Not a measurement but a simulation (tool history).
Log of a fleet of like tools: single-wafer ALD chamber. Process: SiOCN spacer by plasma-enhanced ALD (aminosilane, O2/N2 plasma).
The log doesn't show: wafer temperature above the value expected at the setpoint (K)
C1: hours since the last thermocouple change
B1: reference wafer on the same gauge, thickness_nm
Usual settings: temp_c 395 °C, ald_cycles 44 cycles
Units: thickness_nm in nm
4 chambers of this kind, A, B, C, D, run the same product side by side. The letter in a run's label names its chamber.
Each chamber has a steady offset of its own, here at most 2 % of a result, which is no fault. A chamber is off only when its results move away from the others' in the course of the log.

run 1A hour=8.4 | temp_c=395 ald_cycles=44 | C1=1036.7 | B1=2.6291 | thickness_nm=2.6623
run 2D hour=16.5 | temp_c=395 ald_cycles=44 | C1=135.2 | B1=2.6309 | thickness_nm=2.6529
run 3C hour=21.5 | temp_c=395 ald_cycles=44 | C1=523.8 | B1=2.632 | thickness_nm=2.6956
run 4B hour=30.3 | temp_c=395 ald_cycles=44 | C1=558.5 | B1=2.6308 | thickness_nm=2.6769
run 5C hour=35.6 | temp_c=395 ald_cycles=44 | C1=537.9 | B1=2.6324 | thickness_nm=2.7022
run 6A hour=40.2 | temp_c=395 ald_cycles=44 | C1=1068.5 | B1=2.6333 | thickness_nm=2.6582
run 7B hour=49 | temp_c=395 ald_cycles=44 | C1=577.2 | B1=2.6338 | thickness_nm=2.6804
run 8D hour=56.7 | temp_c=395 ald_cycles=44 | C1=175.4 | B1=2.6341 | thickness_nm=2.6622
run 9B hour=64.2 | temp_c=395 ald_cycles=44 | C1=592.4 | B1=2.6351 | thickness_nm=2.6799
run 10A hour=71.7 | temp_c=395 ald_cycles=44 | C1=1100 | B1=2.6343 | thickness_nm=2.6728
run 11D hour=79.4 | temp_c=395 ald_cycles=39 | C1=198.1 | B1=2.635 | thickness_nm=2.3645
run 12C hour=85.9 | temp_c=395 ald_cycles=39 | C1=588.2 | B1=2.6366 | thickness_nm=2.4001
run 13D hour=90.7 | temp_c=395 ald_cycles=39 | C1=209.4 | B1=2.6349 | thickness_nm=2.3595
run 14B hour=98.8 | temp_c=395 ald_cycles=39 | C1=627 | B1=2.6349 | thickness_nm=2.3778
run 15C hour=106.1 | temp_c=395 ald_cycles=44 | C1=608.4 | B1=2.6356 | thickness_nm=2.7014
run 16A hour=111.1 | temp_c=395 ald_cycles=44 | C1=1139.4 | B1=2.6358 | thickness_nm=2.6751
run 17A hour=118.1 | temp_c=395 ald_cycles=44 | C1=1146.4 | B1=2.6371 | thickness_nm=2.6771
run 18D hour=126.8 | temp_c=395 ald_cycles=44 | C1=245.5 | B1=2.638 | thickness_nm=2.6648
run 19C hour=134.7 | temp_c=395 ald_cycles=44 | C1=637 | B1=2.6382 | thickness_nm=2.7094
run 20B hour=139.5 | temp_c=387 ald_cycles=37 | C1=667.7 | B1=2.6389 | thickness_nm=2.2546
run 21B hour=146.4 | temp_c=387 ald_cycles=37 | C1=674.6 | B1=2.639 | thickness_nm=2.2503
run 22D hour=152.8 | temp_c=387 ald_cycles=37 | C1=271.5 | B1=2.6381 | thickness_nm=2.2388
run 23C hour=161.5 | temp_c=387 ald_cycles=37 | C1=663.8 | B1=2.6401 | thickness_nm=2.2789
run 24A hour=167.9 | temp_c=395 ald_cycles=44 | C1=1196.2 | B1=2.6408 | thickness_nm=2.6785
run 25D hour=176.8 | temp_c=395 ald_cycles=44 | C1=295.5 | B1=2.6406 | thickness_nm=2.6653
run 26B hour=182.7 | temp_c=395 ald_cycles=44 | C1=710.9 | B1=2.6413 | thickness_nm=2.6798
run 27C hour=188.5 | temp_c=395 ald_cycles=44 | C1=690.8 | B1=2.6408 | thickness_nm=2.7016
run 28A hour=193.8 | temp_c=395 ald_cycles=44 | C1=1222.1 | B1=2.64 | thickness_nm=2.6826
run 29D hour=199.3 | temp_c=395 ald_cycles=44 | C1=318 | B1=2.6424 | thickness_nm=2.6658
run 30A hour=205.6 | temp_c=395 ald_cycles=44 | C1=1233.9 | B1=2.6425 | thickness_nm=2.6777
run 31B hour=214.8 | temp_c=395 ald_cycles=44 | C1=743 | B1=2.6425 | thickness_nm=2.6905
run 32C hour=221.2 | temp_c=395 ald_cycles=44 | C1=723.5 | B1=2.6429 | thickness_nm=2.7148
run 33D hour=225.7 | temp_c=395 ald_cycles=44 | C1=344.4 | B1=2.6435 | thickness_nm=2.666
run 34C hour=229.9 | temp_c=395 ald_cycles=44 | C1=732.2 | B1=2.6428 | thickness_nm=2.7141
run 35A hour=238.9 | temp_c=395 ald_cycles=44 | C1=1267.2 | B1=2.6436 | thickness_nm=2.6778
run 36B hour=246.2 | temp_c=395 ald_cycles=44 | C1=774.4 | B1=2.6437 | thickness_nm=2.6945
run 37B hour=251.1 | temp_c=395 ald_cycles=44 | C1=779.3 | B1=2.644 | thickness_nm=2.691
run 38A hour=258.7 | temp_c=395 ald_cycles=44 | C1=1287 | B1=2.6444 | thickness_nm=2.6788
run 39D hour=264.5 | temp_c=395 ald_cycles=44 | C1=383.2 | B1=2.6458 | thickness_nm=2.6776
run 40C hour=271.4 | temp_c=384 ald_cycles=44 | C1=773.7 | B1=2.6458 | thickness_nm=2.7126
run 41D hour=278.4 | temp_c=384 ald_cycles=44 | C1=397.1 | B1=2.6475 | thickness_nm=2.6716
run 42A hour=283.8 | temp_c=384 ald_cycles=44 | C1=1312.1 | B1=2.6476 | thickness_nm=2.6806
run 43C hour=288.9 | temp_c=384 ald_cycles=44 | C1=791.2 | B1=2.6467 | thickness_nm=2.7068
run 44B hour=292.9 | temp_c=395 ald_cycles=44 | C1=821.1 | B1=2.6485 | thickness_nm=2.6899

Next, every chamber runs the same settings. What will each give?
run 45A hour=299.7 | temp_c=395 ald_cycles=50 | thickness_nm=?
run 45B hour=299.7 | temp_c=395 ald_cycles=50 | thickness_nm=?
run 45C hour=299.7 | temp_c=395 ald_cycles=50 | thickness_nm=?
run 45D hour=299.7 | temp_c=395 ald_cycles=50 | thickness_nm=?

run=45A thickness_nm=3.0483
run=45B thickness_nm=3.0633
run=45C thickness_nm=3.0886
run=45D thickness_nm=3.0297
